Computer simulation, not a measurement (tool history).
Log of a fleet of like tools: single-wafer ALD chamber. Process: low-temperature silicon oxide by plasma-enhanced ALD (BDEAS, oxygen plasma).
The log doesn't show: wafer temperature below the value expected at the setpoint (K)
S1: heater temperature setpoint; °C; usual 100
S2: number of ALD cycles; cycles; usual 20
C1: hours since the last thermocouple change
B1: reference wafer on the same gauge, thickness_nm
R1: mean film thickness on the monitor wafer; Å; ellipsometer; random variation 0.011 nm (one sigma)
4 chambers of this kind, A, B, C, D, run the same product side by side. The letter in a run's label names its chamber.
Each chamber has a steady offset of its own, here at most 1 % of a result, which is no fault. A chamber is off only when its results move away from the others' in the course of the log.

{"run": "1D", "hour": 2.7, "S1": 100, "S2": 20, "C1": 341.4, "B1": 2.5787, "R1": 28.182}
{"run": "2B", "hour": 8.4, "S1": 100, "S2": 20, "C1": 2225.2, "B1": 2.58, "R1": 28.547}
{"run": "3A", "hour": 12.5, "S1": 100, "S2": 20, "C1": 833.2, "B1": 2.5803, "R1": 28.623}
{"run": "4C", "hour": 18.5, "S1": 100, "S2": 20, "C1": 1879.7, "B1": 2.5782, "R1": 28.475}
{"run": "5C", "hour": 22.0, "S1": 100, "S2": 20, "C1": 1883.2, "B1": 2.5805, "R1": 28.357}
{"run": "6B", "hour": 26.0, "S1": 100, "S2": 20, "C1": 2242.8, "B1": 2.5772, "R1": 28.438}
{"run": "7A", "hour": 31.4, "S1": 100, "S2": 20, "C1": 852.1, "B1": 2.5803, "R1": 28.555}
{"run": "8D", "hour": 34.9, "S1": 100, "S2": 20, "C1": 373.6, "B1": 2.5782, "R1": 28.453}
{"run": "9B", "hour": 40.4, "S1": 100, "S2": 20, "C1": 2257.2, "B1": 2.5814, "R1": 28.574}
{"run": "10D", "hour": 43.4, "S1": 100, "S2": 20, "C1": 382.1, "B1": 2.5808, "R1": 28.501}
{"run": "11A", "hour": 46.7, "S1": 100, "S2": 20, "C1": 867.4, "B1": 2.5808, "R1": 28.54}
{"run": "12C", "hour": 49.5, "S1": 100, "S2": 20, "C1": 1910.7, "B1": 2.5795, "R1": 28.601}
{"run": "13D", "hour": 54.2, "S1": 100, "S2": 20, "C1": 392.9, "B1": 2.5798, "R1": 28.329}
{"run": "14A", "hour": 57.4, "S1": 94, "S2": 20, "C1": 878.1, "B1": 2.5812, "R1": 29.289}
{"run": "15B", "hour": 60.3, "S1": 94, "S2": 20, "C1": 2277.1, "B1": 2.5782, "R1": 29.039}
{"run": "16C", "hour": 63.9, "S1": 94, "S2": 20, "C1": 1925.1, "B1": 2.5806, "R1": 29.27}
{"run": "17C", "hour": 69.6, "S1": 94, "S2": 20, "C1": 1930.8, "B1": 2.5801, "R1": 29.076}
{"run": "18A", "hour": 74.3, "S1": 100, "S2": 20, "C1": 895, "B1": 2.5807, "R1": 28.67}
{"run": "19B", "hour": 78.5, "S1": 100, "S2": 20, "C1": 2295.3, "B1": 2.5821, "R1": 28.637}
{"run": "20D", "hour": 82.8, "S1": 100, "S2": 20, "C1": 421.5, "B1": 2.5797, "R1": 28.241}
{"run": "21D", "hour": 85.8, "S1": 100, "S2": 20, "C1": 424.5, "B1": 2.5783, "R1": 28.097}
{"run": "22C", "hour": 90.0, "S1": 100, "S2": 20, "C1": 1951.2, "B1": 2.5759, "R1": 28.286}
{"run": "23A", "hour": 95.8, "S1": 100, "S2": 20, "C1": 916.5, "B1": 2.5796, "R1": 28.576}
{"run": "24B", "hour": 102.0, "S1": 100, "S2": 20, "C1": 2318.8, "B1": 2.5798, "R1": 28.681}
{"run": "25A", "hour": 108.0, "S1": 100, "S2": 20, "C1": 928.7, "B1": 2.5793, "R1": 28.585}
{"run": "26B", "hour": 112.7, "S1": 100, "S2": 20, "C1": 2329.5, "B1": 2.5815, "R1": 28.717}
{"run": "27D", "hour": 118.5, "S1": 100, "S2": 20, "C1": 457.2, "B1": 2.5796, "R1": 28.368}
{"run": "28C", "hour": 121.2, "S1": 100, "S2": 20, "C1": 1982.4, "B1": 2.5815, "R1": 28.266}
{"run": "29B", "hour": 126.9, "S1": 100, "S2": 20, "C1": 2343.7, "B1": 2.5817, "R1": 28.546}
{"run": "30D", "hour": 129.9, "S1": 100, "S2": 20, "C1": 468.6, "B1": 2.5796, "R1": 28.349}
{"run": "31C", "hour": 135.1, "S1": 100, "S2": 20, "C1": 1996.3, "B1": 2.5801, "R1": 28.686}
{"run": "32A", "hour": 139.3, "S1": 100, "S2": 20, "C1": 960, "B1": 2.5835, "R1": 28.543}
{"run": "33B", "hour": 143.3, "S1": 100, "S2": 20, "C1": 2360.1, "B1": 2.5814, "R1": 28.779}
{"run": "34D", "hour": 148.6, "S1": 100, "S2": 20, "C1": 487.3, "B1": 2.5818, "R1": 28.393}
{"run": "35C", "hour": 152.5, "S1": 100, "S2": 20, "C1": 2013.7, "B1": 2.5812, "R1": 28.471}
{"run": "36A", "hour": 157.2, "S1": 100, "S2": 20, "C1": 977.9, "B1": 2.582, "R1": 28.592}
{"run": "37C", "hour": 162.7, "S1": 100, "S2": 20, "C1": 2023.9, "B1": 2.5792, "R1": 28.156}
{"run": "38B", "hour": 168.1, "S1": 100, "S2": 20, "C1": 2384.9, "B1": 2.5798, "R1": 28.549}
{"run": "39A", "hour": 171.0, "S1": 100, "S2": 20, "C1": 991.7, "B1": 2.5789, "R1": 28.524}

All 4 chambers run these settings next. Forecast each chamber's results:
{"run": "40A", "hour": 175.4, "S1": 112, "S2": 20, "R1": "?"}
{"run": "40B", "hour": 175.4, "S1": 112, "S2": 20, "R1": "?"}
{"run": "40C", "hour": 175.4, "S1": 112, "S2": 20, "R1": "?"}
{"run": "40D", "hour": 175.4, "S1": 112, "S2": 20, "R1": "?"}

run=40A R1=27.818
run=40B R1=27.893
run=40C R1=27.729
run=40D R1=27.801
